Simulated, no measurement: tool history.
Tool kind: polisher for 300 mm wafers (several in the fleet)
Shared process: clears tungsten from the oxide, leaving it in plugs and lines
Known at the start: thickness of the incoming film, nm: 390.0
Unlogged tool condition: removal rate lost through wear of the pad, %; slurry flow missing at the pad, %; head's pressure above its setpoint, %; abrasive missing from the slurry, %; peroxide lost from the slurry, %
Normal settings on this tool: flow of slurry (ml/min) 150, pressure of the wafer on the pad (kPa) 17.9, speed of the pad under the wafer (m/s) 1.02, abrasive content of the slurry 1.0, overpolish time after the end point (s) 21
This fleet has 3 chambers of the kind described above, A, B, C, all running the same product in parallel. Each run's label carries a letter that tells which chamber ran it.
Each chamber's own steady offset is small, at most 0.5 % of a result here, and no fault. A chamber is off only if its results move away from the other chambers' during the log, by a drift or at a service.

run   hour  flow of slurry (ml/min)  pressure of the wafer on the pad (kPa)  speed of the pad under the wafer (m/s)  abrasive content of the slurry  overpolish time after the end point (s)  wafers polished on this pad  hours since the slurry nozzle was cleaned  hours since the head pressure was calibrated  hours since the slurry blender was calibrated  hours since the slurry got fresh peroxide  time until the end point was called (s)
 1A    7.0                      150                                    17.9                                    1.02                             1.0                                       21                          543                                       13.3                                        1323.3                                          165.6                                       46.9                                   103.80
 2B   18.9                      150                                    17.9                                    1.02                             1.0                                       21                          639                                      142.9                                         287.7                                           83.6                                       47.5                                   104.59
      25.8  -- chamber C: worn pad replaced by a new one
 3C   29.3                      150                                    17.9                                    1.02                             1.0                                       21                           32                                      281.5                                         149.6                                          227.5                                       85.2                                   104.83
      29.8  -- chamber C: slurry tank refilled with fresh slurry and peroxide
      36.1  -- chamber A: worn pad replaced by a new one
 4C   36.2                      150                                    17.9                                    1.02                             1.0                                       21                           94                                      288.4                                         156.5                                          234.4                                        6.4                                   103.50
 5A   42.4                      150                                    17.9                                    1.02                             1.0                                       21                           57                                       48.7                                        1358.7                                          201.0                                       82.3                                   103.97
      51.2  -- chamber B: head pressure recalibrated
 6B   51.8                      150                                    17.9                                    1.02                             1.0                                       21                          934                                      175.8                                           0.6                                          116.5                                       80.4                                   103.77
      56.8  -- chamber A: head pressure recalibrated
      59.6  -- chamber A: slurry blender recalibrated
      61.4  -- chamber C: slurry blender recalibrated
 7C   62.4                      150                                    17.9                                    1.02                             0.8                                       21                          329                                      314.6                                         182.7                                            1.1                                       32.6                                   109.87
      66.1  -- chamber B: worn pad replaced by a new one
 8A   71.5                      150                                    17.9                                    1.02                             0.8                                       21                          318                                       77.8                                          14.7                                           12.0                                      111.4                                   109.34
      78.2  -- chamber B: slurry tank refilled with fresh slurry and peroxide
 9B   82.6                      150                                    17.9                                    1.02                             0.8                                       21                          148                                      206.6                                          31.4                                          147.3                                        4.5                                   110.15
10B   89.3                      150                                    17.9                                    1.02                             1.0                                       21                          208                                      213.3                                          38.1                                          154.0                                       11.2                                   104.18
      90.0  -- chamber B: slurry nozzle cleaned
11C  100.7                      150                                    17.9                                    1.02                             1.0                                       21                          673                                      352.9                                         221.0                                           39.4                                       70.9                                   104.36
     104.2  -- chamber C: worn pad replaced by a new one
12A  110.3                      150                                    17.9                                    1.02                             1.0                                       21                          666                                      116.6                                          53.5                                           50.8                                      150.2                                   103.53
     117.6  -- chamber C: slurry tank refilled with fresh slurry and peroxide
13A  120.3                      150                                    17.9                                    1.02                             1.0                                       21                          756                                      126.6                                          63.5                                           60.8                                      160.2                                   104.29
14B  131.6                      130                                    17.9                                    1.02                             1.1                                       21                          588                                       41.6                                          80.4                                          196.3                                       53.5                                   103.83
15C  140.8                      130                                    17.9                                    1.02                             1.1                                       21                          329                                      393.0                                         261.1                                           79.5                                       23.3                                   102.67
     145.2  -- chamber A: worn pad replaced by a new one
16B  153.3                      130                                    17.9                                    1.02                             1.1                                       21                          783                                       63.3                                         102.1                                          218.0                                       75.2                                   106.95
     155.0  -- chamber B: slurry blender recalibrated
17A  164.4                      150                                    17.9                                    1.02                             1.0                                       21                          172                                      170.7                                         107.6                                          104.9                                      204.3                                   106.28
18C  172.1                      125                                    17.9                                    0.88                             1.0                                       21                          610                                      424.3                                         292.4                                          110.8                                       54.6                                   124.69
     178.0  -- chamber C: worn pad replaced by a new one
19C  180.2                      125                                    17.9                                    0.88                             1.0                                       21                           20                                      432.4                                         300.5                                          118.9                                       62.7                                   126.67
     185.4  -- chamber C: slurry tank refilled with fresh slurry and peroxide
     185.5  -- chamber B: slurry tank refilled with fresh slurry and peroxide
20B  187.0                      125                                    17.9                                    0.88                             1.0                                       21                         1086                                       97.0                                         135.8                                           32.1                                        1.5                                   125.74
     193.6  -- chamber B: worn pad replaced by a new one
21A  194.3                      150                                    17.9                                    1.02                             1.0                                       21                          441                                      200.6                                         137.5                                          134.8                                      234.2                                   108.30
22A  204.1                      150                                    17.9                                    1.02                             1.0                                       21                          529                                      210.4                                         147.3                                          144.6                                      244.0                                   108.71
23B  214.2                      150                                    17.9                                    1.02                             1.0                                       21                          185                                      124.2                                         163.0                                           59.3                                       28.7                                   105.01
24C  223.6                      150                                    17.9                                    1.02                             1.0                                       21                          410                                      475.8                                         343.9                                          162.3                                       38.2                                   104.87
     229.2  -- chamber A: worn pad replaced by a new one
25B  232.1                      150                                    17.9                                    1.02                             1.0                                       21                          346                                      142.1                                         180.9                                           77.2                                       46.6                                   106.05
26A  237.9                      150                                    17.9                                    1.02                             1.0                                       21                           78                                      244.2                                         181.1                                          178.4                                      277.8                                   109.03
27C  250.9                      150                                    17.9                                    1.02                             1.0                                       21                          655                                      503.1                                         371.2                                          189.6                                       65.5                                   103.38
     254.1  -- chamber C: slurry tank refilled with fresh slurry and peroxide
     260.8  -- chamber C: worn pad replaced by a new one
28B  263.8                      150                                    17.9                                    1.02                             1.0                                       21                          630                                      173.8                                         212.6                                          108.9                                       78.3                                   104.52
29A  271.5                      150                                    17.9                                    1.02                             1.0                                       21                          380                                      277.8                                         214.7                                          212.0                                      311.4                                   110.52
     274.0  -- chamber B: slurry tank refilled with fresh slurry and peroxide
     280.0  -- chamber A: slurry blender recalibrated
     282.3  -- chamber C: slurry nozzle cleaned
30C  283.6                      150                                    17.9                                    1.02                             1.0                                       21                          205                                        1.3                                         403.9                                          222.3                                       29.6                                   105.50
     293.6  -- chamber B: slurry nozzle cleaned
31B  295.2                      150                                    17.9                                    1.02                             1.0                                       21                          912                                        1.6                                         244.0                                          140.3                                       21.3                                   104.01
32C  303.5                      150                                    17.9                                    1.02                             1.0                                       21                          384                                       21.2                                         423.8                                          242.2                                       49.5                                   103.62
     308.6  -- chamber B: worn pad replaced by a new one
     311.4  -- chamber C: slurry blender recalibrated
     314.4  -- chamber A: worn pad replaced by a new one
33A  315.6                      150                                    17.9                                    1.02                             1.0                                       21                           10                                      321.9                                         258.8                                           35.6                                      355.5                                   113.77
34B  323.0                      150                                    17.9                                    1.02                             1.0                                       21                          130                                       29.4                                         271.8                                          168.1                                       49.1                                   102.01
     326.8  -- chamber C: slurry tank refilled with fresh slurry and peroxide
35A  334.4                      150                                    17.9                                    1.02                             1.0                                       21                          179                                      340.7                                         277.6                                           54.4                                      374.3                                   118.05
     338.0  -- chamber C: worn pad replaced by a new one
36C  340.4                      150                                    17.9                                    1.02                             1.0                                       21                           22                                       58.1                                         460.7                                           29.0                                       13.7                                   104.03

Is one chamber off against the others, does the gauge drift, or is nothing wrong? If a chamber is off, say which, and what the likeliest cause is.

One chamber, A, drifts off from the rest bit by bit.
Most likely cause: peroxide lost from the slurry, % = 25.6.
The log might look much the same if the cause were instead: slurry flow missing at the pad, %; head's pressure below its setpoint, %.

Which of the 4 candidates below, each the usual settings with something changed and its results left as question marks, puts chamber A back in line with what the other chambers give on the usual settings?
Allowed miss from the other chambers' usual-settings mean, per result, to count as in line: time until the end point was called (s) 3.50
37A-1  350.0                      150                                    17.2                                    0.96                             1.0                                       21                                                                                                                                                                                                                                                        ?
37A-2  350.0                      150                                    20.0                                    1.02                             1.0                                       21                                                                                                                                                                                                                                                        ?
37A-3  350.0                      150                                    18.6                                    1.04                             1.0                                       21                                                                                                                                                                                                                                                        ?
37A-4  350.0                      150                                    17.2                                    1.00                             1.0                                       21                                                                                                                                                                                                                                                        ?

Usual-settings mean across the other chambers: time until the end point was called (s) 104.16
  run  time until the end point was called (s)
37A-1                                   128.31
37A-2                                   104.23
37A-3                                   109.66
37A-4                                   123.10
37A-2 is the one that brings the chamber's results back in line with the other chambers.
